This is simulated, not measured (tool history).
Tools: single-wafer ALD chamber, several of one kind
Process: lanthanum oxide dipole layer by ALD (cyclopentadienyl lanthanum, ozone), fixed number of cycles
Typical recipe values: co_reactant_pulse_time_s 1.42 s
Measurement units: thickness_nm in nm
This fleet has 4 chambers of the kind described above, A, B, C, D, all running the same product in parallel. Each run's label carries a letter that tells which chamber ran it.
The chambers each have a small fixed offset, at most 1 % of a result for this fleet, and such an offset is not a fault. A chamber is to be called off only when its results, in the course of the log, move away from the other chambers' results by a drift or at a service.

| run | hour | co_reactant_pulse_time_s | hours since the last thermocouple change | hours since the last ozone generator service | read-back reference wafer on the same gauge, thickness_nm | thickness_nm |
|---|---|---|---|---|---|---|
| 1D | 4.3 | 1.42 | 940.7 | 423.3 | 0.59713 | 0.54837 |
| 2B | 8.4 | 1.42 | 1658.5 | 638.9 | 0.59721 | 0.54054 |
| 3A | 10.6 | 1.42 | 1798.5 | 1023.9 | 0.59741 | 0.54932 |
| 4C | 13.6 | 1.42 | 1384.2 | 1147.7 | 0.59733 | 0.54989 |
| 5D | 16.8 | 1.42 | 953.2 | 435.8 | 0.59742 | 0.54781 |
| 6B | 20.1 | 1.42 | 1670.2 | 650.6 | 0.59755 | 0.54338 |
| 7A | 22.1 | 1.42 | 1810.0 | 1035.4 | 0.59769 | 0.54984 |
| 8C | 24.4 | 1.65 | 1395.0 | 1158.5 | 0.59752 | 0.56331 |
| 9B | 28.4 | 1.65 | 1678.5 | 658.9 | 0.59775 | 0.55536 |
| 10A | 30.7 | 1.65 | 1818.6 | 1044.0 | 0.59785 | 0.56303 |
| 11D | 32.6 | 1.65 | 969.0 | 451.6 | 0.59818 | 0.55916 |
| 12C | 35.4 | 1.42 | 1406.0 | 1169.5 | 0.59813 | 0.55151 |
| 13C | 37.7 | 1.42 | 1408.3 | 1171.8 | 0.59810 | 0.54905 |
| 14A | 40.8 | 1.42 | 1828.7 | 1054.1 | 0.59798 | 0.55109 |
| 15D | 43.4 | 1.42 | 979.8 | 462.4 | 0.59817 | 0.54819 |
| 16B | 47.1 | 1.42 | 1697.2 | 677.6 | 0.59822 | 0.54345 |
| 17B | 50.7 | 1.42 | 1700.8 | 681.2 | 0.59825 | 0.54268 |
| 18C | 54.5 | 1.42 | 1425.1 | 1188.6 | 0.59847 | 0.55054 |
| 19D | 58.7 | 1.42 | 995.1 | 477.7 | 0.59879 | 0.55016 |
| 20A | 60.7 | 1.42 | 1848.6 | 1074.0 | 0.59853 | 0.55114 |
| 21C | 64.1 | 1.42 | 1434.7 | 1198.2 | 0.59872 | 0.55299 |
| 22D | 66.6 | 1.42 | 1003.0 | 485.6 | 0.59887 | 0.54806 |
| 23A | 70.9 | 1.42 | 1858.8 | 1084.2 | 0.59902 | 0.54927 |
|  | 74.5 | chamber C: thermocouple changed; heater temperature recalibrated |
| 24B | 74.8 | 1.42 | 1724.9 | 705.3 | 0.59911 | 0.54410 |
| 25C | 77.5 | 1.42 | 3.0 | 1211.6 | 0.59925 | 0.55181 |
| 26A | 80.1 | 1.42 | 1868.0 | 1093.4 | 0.59921 | 0.55179 |
| 27B | 84.4 | 1.16 | 1734.5 | 714.9 | 0.59928 | 0.52174 |
| 28D | 88.5 | 1.16 | 1024.9 | 507.5 | 0.59938 | 0.52627 |
| 29B | 91.5 | 1.16 | 1741.6 | 722.0 | 0.59928 | 0.52300 |
| 30D | 93.4 | 1.16 | 1029.8 | 512.4 | 0.59983 | 0.52640 |
| 31C | 96.2 | 1.42 | 21.7 | 1230.3 | 0.59983 | 0.55172 |
| 32A | 99.0 | 1.42 | 1886.9 | 1112.3 | 0.59968 | 0.55155 |
| 33B | 102.7 | 1.42 | 1752.8 | 733.2 | 0.60000 | 0.54405 |
| 34C | 105.8 | 1.42 | 31.3 | 1239.9 | 0.59967 | 0.55250 |
| 35D | 107.7 | 1.42 | 1044.1 | 526.7 | 0.59986 | 0.55097 |
| 36A | 109.8 | 1.42 | 1897.7 | 1123.1 | 0.59999 | 0.55238 |
| 37D | 113.2 | 1.42 | 1049.6 | 532.2 | 0.60024 | 0.54931 |
| 38A | 116.8 | 1.42 | 1904.7 | 1130.1 | 0.60059 | 0.55223 |
| 39C | 120.4 | 0.96 | 45.9 | 1254.5 | 0.60032 | 0.50077 |
| 40B | 124.1 | 0.96 | 1774.2 | 754.6 | 0.60040 | 0.49749 |
| 41B | 126.6 | 0.96 | 1776.7 | 757.1 | 0.60047 | 0.49704 |
| 42C | 129.7 | 0.96 | 55.2 | 1263.8 | 0.60061 | 0.50114 |
| 43D | 133.4 | 1.42 | 1069.8 | 552.4 | 0.60052 | 0.55163 |

For the next run the whole fleet of 4 chambers uses the same settings. Give each chamber's results:
| 44A | 136.5 | 1.42 |  |  |  | ? |
| 44B | 136.5 | 1.42 |  |  |  | ? |
| 44C | 136.5 | 1.42 |  |  |  | ? |
| 44D | 136.5 | 1.42 |  |  |  | ? |

| run | thickness_nm |
|---|---|
| 44A | 0.55364 |
| 44B | 0.54535 |
| 44C | 0.55318 |
| 44D | 0.55045 |
